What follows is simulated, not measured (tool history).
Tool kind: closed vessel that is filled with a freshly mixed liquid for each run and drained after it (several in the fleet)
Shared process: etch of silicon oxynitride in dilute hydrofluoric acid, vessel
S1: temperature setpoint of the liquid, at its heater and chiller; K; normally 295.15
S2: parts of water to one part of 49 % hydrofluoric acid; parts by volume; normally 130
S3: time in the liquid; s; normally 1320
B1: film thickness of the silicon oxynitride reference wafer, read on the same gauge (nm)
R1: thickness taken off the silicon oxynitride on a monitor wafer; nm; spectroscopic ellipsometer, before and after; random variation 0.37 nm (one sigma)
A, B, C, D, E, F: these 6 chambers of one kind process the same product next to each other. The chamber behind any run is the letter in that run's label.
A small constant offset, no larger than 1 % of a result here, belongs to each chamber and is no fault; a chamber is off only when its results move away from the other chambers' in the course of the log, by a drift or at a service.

run 1B hour=4.6 | S1=295.15 S2=130 S3=1320 | B1=60.011 | R1=43.488
run 2D hour=9.8 | S1=295.15 S2=130 S3=1320 | B1=59.981 | R1=43.011
run 3C hour=13.4 | S1=295.15 S2=130 S3=1320 | B1=60.008 | R1=43.375
run 4A hour=18.8 | S1=295.15 S2=130 S3=1320 | B1=59.948 | R1=42.178
run 5F hour=22.2 | S1=295.15 S2=130 S3=1320 | B1=59.993 | R1=43.306
run 6E hour=29.2 | S1=295.15 S2=130 S3=1320 | B1=59.987 | R1=42.978
run 7F hour=32.9 | S1=295.15 S2=130 S3=1320 | B1=60.009 | R1=43.478
run 8D hour=36.5 | S1=297.65 S2=130 S3=875 | B1=60.037 | R1=32.523
run 9B hour=41.7 | S1=297.65 S2=130 S3=875 | B1=59.991 | R1=31.899
run 10A hour=45.1 | S1=297.65 S2=130 S3=875 | B1=59.978 | R1=32.122
run 11E hour=50.7 | S1=297.65 S2=130 S3=875 | B1=60.005 | R1=32.169
run 12C hour=54 | S1=297.65 S2=130 S3=875 | B1=60.037 | R1=32.236
run 13F hour=58.2 | S1=297.65 S2=130 S3=875 | B1=59.999 | R1=32.17
run 14C hour=63.1 | S1=295.15 S2=130 S3=1320 | B1=60.029 | R1=43.944
run 15D hour=67.7 | S1=295.15 S2=130 S3=1320 | B1=59.966 | R1=43.634
run 16B hour=74.7 | S1=295.15 S2=130 S3=1320 | B1=59.986 | R1=43.924
run 17E hour=80 | S1=295.15 S2=130 S3=1320 | B1=59.987 | R1=43.102
run 18A hour=84.3 | S1=295.15 S2=130 S3=820 | B1=59.982 | R1=26.659
run 19F hour=91.6 | S1=295.15 S2=130 S3=820 | B1=60.004 | R1=26.898
run 20E hour=97.1 | S1=295.15 S2=130 S3=820 | B1=59.984 | R1=27.057
run 21A hour=101.4 | S1=295.15 S2=130 S3=820 | B1=60 | R1=26.8
run 22D hour=108.7 | S1=295.15 S2=130 S3=820 | B1=60.029 | R1=26.95
run 23B hour=112.3 | S1=295.15 S2=130 S3=820 | B1=60.013 | R1=27.802
run 24C hour=118.7 | S1=295.15 S2=130 S3=1320 | B1=60.022 | R1=43.21
run 25D hour=122.5 | S1=295.15 S2=130 S3=690 | B1=59.994 | R1=22.41
run 26E hour=127.6 | S1=295.15 S2=130 S3=690 | B1=59.991 | R1=22.366
run 27F hour=132.7 | S1=295.15 S2=130 S3=690 | B1=60.011 | R1=23.053
run 28C hour=136 | S1=295.15 S2=130 S3=690 | B1=59.992 | R1=22.446
run 29B hour=141 | S1=295.15 S2=130 S3=690 | B1=60.012 | R1=23.171
run 30A hour=145.4 | S1=295.15 S2=130 S3=690 | B1=60.015 | R1=22.605
run 31A hour=150.5 | S1=299.65 S2=130 S3=1320 | B1=60.003 | R1=52.523
run 32F hour=155.3 | S1=299.65 S2=130 S3=1320 | B1=60.009 | R1=53.051
run 33C hour=158.9 | S1=299.65 S2=130 S3=1320 | B1=60.003 | R1=53.645
run 34D hour=162.2 | S1=299.65 S2=130 S3=1320 | B1=60.019 | R1=52.702
run 35B hour=165.7 | S1=299.65 S2=130 S3=1320 | B1=60.003 | R1=56.553
run 36E hour=173.1 | S1=299.65 S2=130 S3=1320 | B1=59.972 | R1=52.858
run 37A hour=176.5 | S1=295.15 S2=130 S3=1320 | B1=59.992 | R1=43.306
run 38F hour=181.9 | S1=295.15 S2=85 S3=1950 | B1=59.998 | R1=100.48
run 39B hour=185.9 | S1=295.15 S2=85 S3=1950 | B1=59.994 | R1=107.34
run 40D hour=190.1 | S1=295.15 S2=85 S3=1950 | B1=60.005 | R1=103.21
run 41E hour=195.4 | S1=295.15 S2=85 S3=1950 | B1=60.015 | R1=101.55
run 42C hour=202.8 | S1=295.15 S2=85 S3=1950 | B1=59.978 | R1=99.983

Read the log: is a single chamber off, either drifting away or since a service, is the gauge that measures every chamber drifting, or is nothing wrong beyond small per-chamber offsets? Name any odd chamber and what most likely caused it.

Chamber B drifts away from the others.
Most likely cause: liquid hotter than its thermometer reads (K) = 1.64.
From this log alone, it may not be told apart from: hydrofluoric acid flow above the setpoint (%).

Which of the 4 candidates below, each the usual settings with something changed and its results left as question marks, puts chamber B back in line with what the other chambers give on the usual settings?
A result is in line if it is within this distance of the other chambers' mean on the usual settings: R1 1.3 nm
run 43B-1 hour=208.1 | S1=295.15 S2=130 S3=1290 | R1=?
run 43B-2 hour=208.1 | S1=295.15 S2=130 S3=1220 | R1=?
run 43B-3 hour=208.1 | S1=295.15 S2=130 S3=1335 | R1=?
run 43B-4 hour=208.1 | S1=295.15 S2=125 S3=1370 | R1=?

On the usual settings, the other chambers give on average: R1 43.283 nm
run=43B-1 R1=45.522
run=43B-2 R1=43.052
run=43B-3 R1=47.11
run=43B-4 R1=50.488
43B-2 is the one that brings the chamber's results back in line with the other chambers.
